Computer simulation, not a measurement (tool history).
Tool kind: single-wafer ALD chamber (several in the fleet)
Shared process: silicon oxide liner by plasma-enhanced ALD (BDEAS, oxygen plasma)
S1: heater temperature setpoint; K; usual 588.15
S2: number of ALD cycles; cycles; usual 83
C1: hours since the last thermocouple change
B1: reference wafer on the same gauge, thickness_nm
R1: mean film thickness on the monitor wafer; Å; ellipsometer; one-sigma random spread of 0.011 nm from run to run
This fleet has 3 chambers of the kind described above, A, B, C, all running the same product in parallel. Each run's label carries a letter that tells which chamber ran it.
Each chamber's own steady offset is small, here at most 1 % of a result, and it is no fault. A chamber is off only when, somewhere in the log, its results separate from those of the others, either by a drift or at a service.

Run 1A, hour 12.7: usual settings; C1 1253.6; B1 6.3405. Result: R1 75.397 Å.
Run 2B, hour 23.8: usual settings; C1 2091.2; B1 6.3404. Result: R1 75.01 Å.
Run 3C, hour 37.8: usual settings; C1 427.7; B1 6.3375. Result: R1 75.764 Å.
Run 4A, hour 53.4: usual settings; C1 1294.3; B1 6.3344. Result: R1 75.536 Å.
Run 5B, hour 61.2: usual settings; C1 2128.6; B1 6.3334. Result: R1 75.154 Å.
Run 6C, hour 68.7: usual settings; C1 458.6; B1 6.3371. Result: R1 75.703 Å.
Run 7C, hour 78.2: usual settings; C1 468.1; B1 6.3332. Result: R1 75.673 Å.
Run 8A, hour 93.8: usual settings but S1 603.15 K, S2 97 cycles; C1 1334.7; B1 6.3359. Result: R1 86.063 Å.
Run 9B, hour 107.2: usual settings but S1 603.15 K, S2 97 cycles; C1 2174.6; B1 6.3318. Result: R1 85.963 Å.
Run 10A, hour 122.8: usual settings but S1 603.15 K, S2 97 cycles; C1 1363.7; B1 6.3329. Result: R1 86.25 Å.
At hour 128.8: chamber B: thermocouple changed; heater temperature recalibrated.
Run 11C, hour 136.5: usual settings; C1 526.4; B1 6.3279. Result: R1 75.776 Å.
Run 12B, hour 151.3: usual settings; C1 22.6; B1 6.3281. Result: R1 74.804 Å.
Run 13A, hour 161.6: usual settings; C1 1402.5; B1 6.3293. Result: R1 75.419 Å.
Run 14B, hour 171.3: usual settings but S1 593.15 K, S2 68 cycles; C1 42.6; B1 6.3274. Result: R1 60.987 Å.
Run 15C, hour 182: usual settings but S1 593.15 K, S2 68 cycles; C1 571.9; B1 6.3264. Result: R1 61.479 Å.
Run 16B, hour 194.7: usual settings but S1 593.15 K, S2 68 cycles; C1 66; B1 6.3242. Result: R1 61.022 Å.
Run 17C, hour 207.3: usual settings; C1 597.2; B1 6.3245. Result: R1 75.468 Å.
Run 18A, hour 221.6: usual settings; C1 1462.5; B1 6.3252. Result: R1 75.465 Å.
Run 19C, hour 236.3: usual settings; C1 626.2; B1 6.3221. Result: R1 75.544 Å.
Run 20A, hour 244: usual settings but S1 583.15 K, S2 69 cycles; C1 1484.9; B1 6.325. Result: R1 63.164 Å.
Run 21B, hour 258.7: usual settings but S1 583.15 K, S2 69 cycles; C1 130; B1 6.323. Result: R1 62.786 Å.
Run 22B, hour 267.7: usual settings but S1 583.15 K, S2 69 cycles; C1 139; B1 6.3209. Result: R1 62.658 Å.
Run 23C, hour 280.4: usual settings but S1 577.15 K, S2 97 cycles; C1 670.3; B1 6.3183. Result: R1 89.59 Å.
Run 24A, hour 288.7: usual settings but S1 577.15 K, S2 97 cycles; C1 1529.6; B1 6.3216. Result: R1 89.456 Å.
Run 25B, hour 300.5: usual settings but S1 577.15 K, S2 97 cycles; C1 171.8; B1 6.319. Result: R1 88.737 Å.
Run 26A, hour 313: usual settings; C1 1553.9; B1 6.3213. Result: R1 74.932 Å.
Run 27C, hour 325.5: usual settings; C1 715.4; B1 6.3169. Result: R1 75.453 Å.
Run 28B, hour 332.5: usual settings; C1 203.8; B1 6.3186. Result: R1 75.03 Å.
Run 29C, hour 343.1: usual settings; C1 733; B1 6.3146. Result: R1 75.309 Å.
Run 30A, hour 357.2: usual settings; C1 1598.1; B1 6.3161. Result: R1 75.155 Å.
Run 31A, hour 366.1: usual settings; C1 1607; B1 6.3158. Result: R1 75.29 Å.
Run 32C, hour 380: usual settings; C1 769.9; B1 6.3124. Result: R1 75.289 Å.
Run 33B, hour 391.8: usual settings; C1 263.1; B1 6.3128. Result: R1 74.794 Å.
Run 34C, hour 399.4: usual settings; C1 789.3; B1 6.3128. Result: R1 75.304 Å.
Run 35A, hour 412.6: usual settings; C1 1653.5; B1 6.309. Result: R1 75.157 Å.
Run 36B, hour 423: usual settings; C1 294.3; B1 6.3101. Result: R1 74.541 Å.
Run 37C, hour 436.1: usual settings; C1 826; B1 6.3095. Result: R1 75.208 Å.
Run 38A, hour 451.3: usual settings; C1 1692.2; B1 6.3073. Result: R1 75.292 Å.
Run 39B, hour 462.4: usual settings; C1 333.7; B1 6.3068. Result: R1 74.529 Å.
Run 40C, hour 470.5: usual settings; C1 860.4; B1 6.3088. Result: R1 75.542 Å.
Run 41A, hour 484.1: usual settings; C1 1725; B1 6.3065. Result: R1 75.04 Å.
Run 42B, hour 496.3: usual settings; C1 367.6; B1 6.3046. Result: R1 74.717 Å.
Run 43C, hour 505.9: usual settings; C1 895.8; B1 6.3062. Result: R1 75.336 Å.
Run 44B, hour 513: usual settings; C1 384.3; B1 6.3036. Result: R1 74.85 Å.

Does one chamber stand apart from the rest, does the shared gauge drift, or is all well apart from small per-chamber offsets? Give the chamber and the most likely cause, where there is one.

It is the gauge, not a chamber: its drift shows up in every chamber's results at once, and no chamber is off.
What lies behind it: gauge reads low (%) = 0.583.
